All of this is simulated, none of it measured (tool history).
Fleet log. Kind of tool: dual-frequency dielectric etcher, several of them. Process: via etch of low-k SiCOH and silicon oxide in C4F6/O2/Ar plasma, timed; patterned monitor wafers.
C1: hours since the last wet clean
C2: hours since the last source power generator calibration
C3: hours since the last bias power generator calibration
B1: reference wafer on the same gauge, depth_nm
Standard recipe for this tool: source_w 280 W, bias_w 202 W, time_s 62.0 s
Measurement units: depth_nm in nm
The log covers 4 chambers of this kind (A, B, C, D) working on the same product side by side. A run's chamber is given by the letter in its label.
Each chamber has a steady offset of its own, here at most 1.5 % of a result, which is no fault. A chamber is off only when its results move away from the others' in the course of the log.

run 1D day=0.133 | source_w=280 bias_w=202 time_s=62.0 | C1=219.3 C2=980.6 C3=69.2 | B1=148.82 | depth_nm=146.65
run 2A day=0.250 | source_w=280 bias_w=202 time_s=62.0 | C1=119.5 C2=3772.9 C3=1222.2 | B1=148.98 | depth_nm=146.46
run 3C day=0.358 | source_w=280 bias_w=202 time_s=62.0 | C1=441.6 C2=2539.1 C3=1028.9 | B1=148.99 | depth_nm=146.11
run 4B day=0.517 | source_w=280 bias_w=202 time_s=62.0 | C1=457.9 C2=3198.6 C3=762.9 | B1=149.03 | depth_nm=146.14
run 5D day=0.658 | source_w=280 bias_w=202 time_s=62.0 | C1=231.9 C2=993.2 C3=81.8 | B1=149.20 | depth_nm=147.33
run 6A day=0.788 | source_w=280 bias_w=202 time_s=62.0 | C1=132.4 C2=3785.8 C3=1235.1 | B1=148.96 | depth_nm=144.66
run 7B day=0.883 | source_w=280 bias_w=202 time_s=62.0 | C1=466.7 C2=3207.4 C3=771.7 | B1=149.16 | depth_nm=145.83
run 8C day=0.975 | source_w=280 bias_w=202 time_s=62.0 | C1=456.4 C2=2553.9 C3=1043.7 | B1=149.19 | depth_nm=147.66
run 9B day=1.158 | source_w=280 bias_w=202 time_s=62.0 | C1=473.3 C2=3214.0 C3=778.3 | B1=148.99 | depth_nm=145.60
run 10A day=1.279 | source_w=280 bias_w=202 time_s=62.0 | C1=144.2 C2=3797.6 C3=1246.9 | B1=148.84 | depth_nm=145.20
run 11C day=1.358 | source_w=280 bias_w=202 time_s=62.0 | C1=465.6 C2=2563.1 C3=1052.9 | B1=148.97 | depth_nm=146.79
run 12D day=1.525 | source_w=340 bias_w=202 time_s=49.0 | C1=252.7 C2=1014.0 C3=102.6 | B1=148.98 | depth_nm=126.06
run 13C day=1.646 | source_w=340 bias_w=202 time_s=49.0 | C1=472.5 C2=2570.0 C3=1059.8 | B1=148.68 | depth_nm=124.36
-- day=1.771 chamber B: wet clean of the chamber
run 14A day=1.775 | source_w=340 bias_w=202 time_s=49.0 | C1=156.1 C2=3809.5 C3=1258.8 | B1=148.85 | depth_nm=123.74
run 15D day=1.942 | source_w=340 bias_w=202 time_s=49.0 | C1=262.7 C2=1024.0 C3=112.6 | B1=148.82 | depth_nm=124.95
run 16B day=2.092 | source_w=280 bias_w=202 time_s=62.0 | C1=7.7 C2=3236.4 C3=800.7 | B1=149.34 | depth_nm=145.57
run 17C day=2.196 | source_w=280 bias_w=202 time_s=62.0 | C1=485.7 C2=2583.2 C3=1073.0 | B1=148.95 | depth_nm=147.35
run 18B day=2.317 | source_w=280 bias_w=202 time_s=62.0 | C1=13.1 C2=3241.8 C3=806.1 | B1=149.09 | depth_nm=145.40
run 19D day=2.483 | source_w=280 bias_w=202 time_s=62.0 | C1=275.7 C2=1037.0 C3=125.6 | B1=149.12 | depth_nm=145.84
run 20A day=2.596 | source_w=280 bias_w=202 time_s=62.0 | C1=175.8 C2=3829.2 C3=1278.5 | B1=148.82 | depth_nm=145.77
run 21A day=2.767 | source_w=280 bias_w=202 time_s=62.0 | C1=179.9 C2=3833.3 C3=1282.6 | B1=149.07 | depth_nm=146.82
run 22B day=2.942 | source_w=280 bias_w=202 time_s=62.0 | C1=28.1 C2=3256.8 C3=821.1 | B1=148.63 | depth_nm=146.70
run 23C day=3.125 | source_w=280 bias_w=202 time_s=62.0 | C1=508.0 C2=2605.5 C3=1095.3 | B1=148.90 | depth_nm=146.01
run 24D day=3.229 | source_w=280 bias_w=202 time_s=62.0 | C1=293.6 C2=1054.9 C3=143.5 | B1=149.23 | depth_nm=147.43
run 25C day=3.417 | source_w=280 bias_w=202 time_s=62.0 | C1=515.0 C2=2612.5 C3=1102.3 | B1=148.90 | depth_nm=147.26
run 26A day=3.592 | source_w=280 bias_w=202 time_s=62.0 | C1=199.7 C2=3853.1 C3=1302.4 | B1=149.17 | depth_nm=147.13
run 27D day=3.742 | source_w=280 bias_w=202 time_s=62.0 | C1=305.9 C2=1067.2 C3=155.8 | B1=149.01 | depth_nm=148.92
run 28B day=3.908 | source_w=280 bias_w=154 time_s=62.0 | C1=51.3 C2=3280.0 C3=844.3 | B1=149.14 | depth_nm=132.49
run 29D day=4.008 | source_w=280 bias_w=154 time_s=62.0 | C1=312.3 C2=1073.6 C3=162.2 | B1=149.00 | depth_nm=135.13
run 30A day=4.142 | source_w=280 bias_w=154 time_s=62.0 | C1=212.9 C2=3866.3 C3=1315.6 | B1=149.37 | depth_nm=132.37
run 31C day=4.288 | source_w=280 bias_w=154 time_s=62.0 | C1=535.9 C2=2633.4 C3=1123.2 | B1=148.91 | depth_nm=134.42
run 32B day=4.412 | source_w=280 bias_w=202 time_s=62.0 | C1=63.4 C2=3292.1 C3=856.4 | B1=148.92 | depth_nm=145.54
run 33C day=4.596 | source_w=280 bias_w=202 time_s=56.5 | C1=543.3 C2=2640.8 C3=1130.6 | B1=149.00 | depth_nm=133.88
run 34D day=4.779 | source_w=280 bias_w=202 time_s=56.5 | C1=330.8 C2=1092.1 C3=180.7 | B1=149.12 | depth_nm=134.74
run 35B day=4.871 | source_w=280 bias_w=202 time_s=56.5 | C1=74.4 C2=3303.1 C3=867.4 | B1=148.95 | depth_nm=131.46
run 36A day=5.042 | source_w=280 bias_w=202 time_s=56.5 | C1=234.5 C2=3887.9 C3=1337.2 | B1=148.98 | depth_nm=132.42
run 37D day=5.167 | source_w=280 bias_w=202 time_s=62.0 | C1=340.1 C2=1101.4 C3=190.0 | B1=148.97 | depth_nm=149.00
run 38C day=5.288 | source_w=280 bias_w=202 time_s=62.0 | C1=559.9 C2=2657.4 C3=1147.2 | B1=148.69 | depth_nm=145.56
run 39A day=5.371 | source_w=280 bias_w=202 time_s=62.0 | C1=242.4 C2=3895.8 C3=1345.1 | B1=149.11 | depth_nm=146.93
run 40B day=5.483 | source_w=280 bias_w=202 time_s=62.0 | C1=89.1 C2=3317.8 C3=882.1 | B1=149.27 | depth_nm=145.28

Which is it: a chamber that has drifted or been left off by a service, a gauge drift common to all chambers, or only each chamber's usual small offset? If a chamber is off, name it and its likeliest cause.

Neither any chamber nor the gauge drifts; the chambers differ only by their own small, steady offsets.

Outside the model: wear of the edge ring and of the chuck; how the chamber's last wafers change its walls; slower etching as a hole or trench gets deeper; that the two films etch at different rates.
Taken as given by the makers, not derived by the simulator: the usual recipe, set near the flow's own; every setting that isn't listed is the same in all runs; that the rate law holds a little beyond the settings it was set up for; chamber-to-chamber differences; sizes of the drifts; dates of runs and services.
